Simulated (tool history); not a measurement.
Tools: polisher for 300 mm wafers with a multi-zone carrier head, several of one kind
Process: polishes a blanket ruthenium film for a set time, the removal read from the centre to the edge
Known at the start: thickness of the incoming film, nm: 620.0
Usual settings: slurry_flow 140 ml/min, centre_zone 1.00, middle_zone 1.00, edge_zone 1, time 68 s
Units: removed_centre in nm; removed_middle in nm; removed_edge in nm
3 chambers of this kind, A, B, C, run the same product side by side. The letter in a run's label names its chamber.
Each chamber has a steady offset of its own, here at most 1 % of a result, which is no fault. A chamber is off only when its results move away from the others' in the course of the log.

run,hour,slurry_flow,centre_zone,middle_zone,edge_zone,time,removed_centre,removed_middle,removed_edge
1C,11.2,140,1.00,1.00,1,68,71.894,73.081,71.984
2A,16.4,140,1.00,1.00,1,68,72.504,71.248,72.113
# hour 26.2: chamber C: worn pad replaced by a new one
3B,26.4,140,1.00,1.00,1,68,73.060,71.819,71.828
4A,32.5,140,1.00,1.00,1,68,71.513,73.375,71.850
5B,41.8,140,1.00,1.00,1,68,72.912,70.724,72.342
6C,48.8,140,1.00,1.00,1,68,71.910,72.439,71.520
7B,56.6,140,1.00,1.00,1,68,71.524,71.162,71.629
8C,67.8,140,1.00,1.00,1,68,72.255,72.119,72.475
# hour 71.9: chamber A: worn pad replaced by a new one
9A,75.4,140,1.00,1.00,1,68,73.198,72.760,72.466
10A,85.4,140,1.00,0.94,1,68,73.812,68.364,72.468
11B,91.9,140,1.00,0.94,1,68,71.136,65.482,70.150
# hour 94.5: chamber C: worn pad replaced by a new one
# hour 95.8: chamber A: centre zone pressure recalibrated
12C,99.5,140,1.00,0.94,1,68,71.371,67.682,73.471
13B,106.9,140,1.00,1.00,1,68,70.373,70.415,69.267
14C,112.0,140,1.00,1.00,1,68,72.205,71.374,71.945
15A,122.9,140,1.07,1.00,1,68,78.666,72.329,71.282
16C,133.3,140,1.07,1.00,1,68,77.939,73.642,72.237
17B,143.3,140,1.07,1.00,1,68,73.757,66.637,66.921
18A,148.4,140,1.00,1.00,1,68,73.110,72.220,71.942
# hour 152.9: chamber C: edge zone pressure recalibrated
19C,153.4,140,1.00,1.00,1,68,72.933,72.302,71.386
20B,161.5,140,1.00,1.00,1,68,67.545,66.604,66.801
21A,167.2,140,1.00,1.00,1,68,72.754,72.673,71.243
22A,174.4,140,1.00,1.00,1,68,71.991,72.007,71.671

What goes on in this fleet: one chamber off, a drifting gauge, or nothing beyond the chambers' own small offsets? Name the chamber and the cause, if any.

Chamber B drifts away from the others.
Cause: removal rate lost through wear of the pad, % = 7.85.
The log may not tell that from: slurry flow missing at the pad, %.

Here are 4 candidates for chamber B's next run, each the usual settings with a change, their results left as question marks. Which one brings its results back in line with what the others give on the usual settings?
In line means no further than this from the other chambers' mean on the usual settings: removed_centre 2.000 nm; removed_middle 2.300 nm; removed_edge 1.900 nm
23B-1,182.5,140,1.00,0.99,1.00,63,?,?,?
23B-2,182.5,140,1.00,1.00,1.00,70,?,?,?
23B-3,182.5,140,1.00,1.00,1.01,74,?,?,?
23B-4,182.5,140,1.00,1.00,1.00,66,?,?,?

The other chambers' mean on the usual settings: removed_centre 72.530 nm; removed_middle 72.274 nm; removed_edge 71.840 nm
run,removed_centre,removed_middle,removed_edge
23B-1,62.248,60.949,61.458
23B-2,69.170,68.350,68.277
23B-3,73.122,72.254,72.554
23B-4,65.217,64.444,64.376
23B-3 brings the chamber back in line.

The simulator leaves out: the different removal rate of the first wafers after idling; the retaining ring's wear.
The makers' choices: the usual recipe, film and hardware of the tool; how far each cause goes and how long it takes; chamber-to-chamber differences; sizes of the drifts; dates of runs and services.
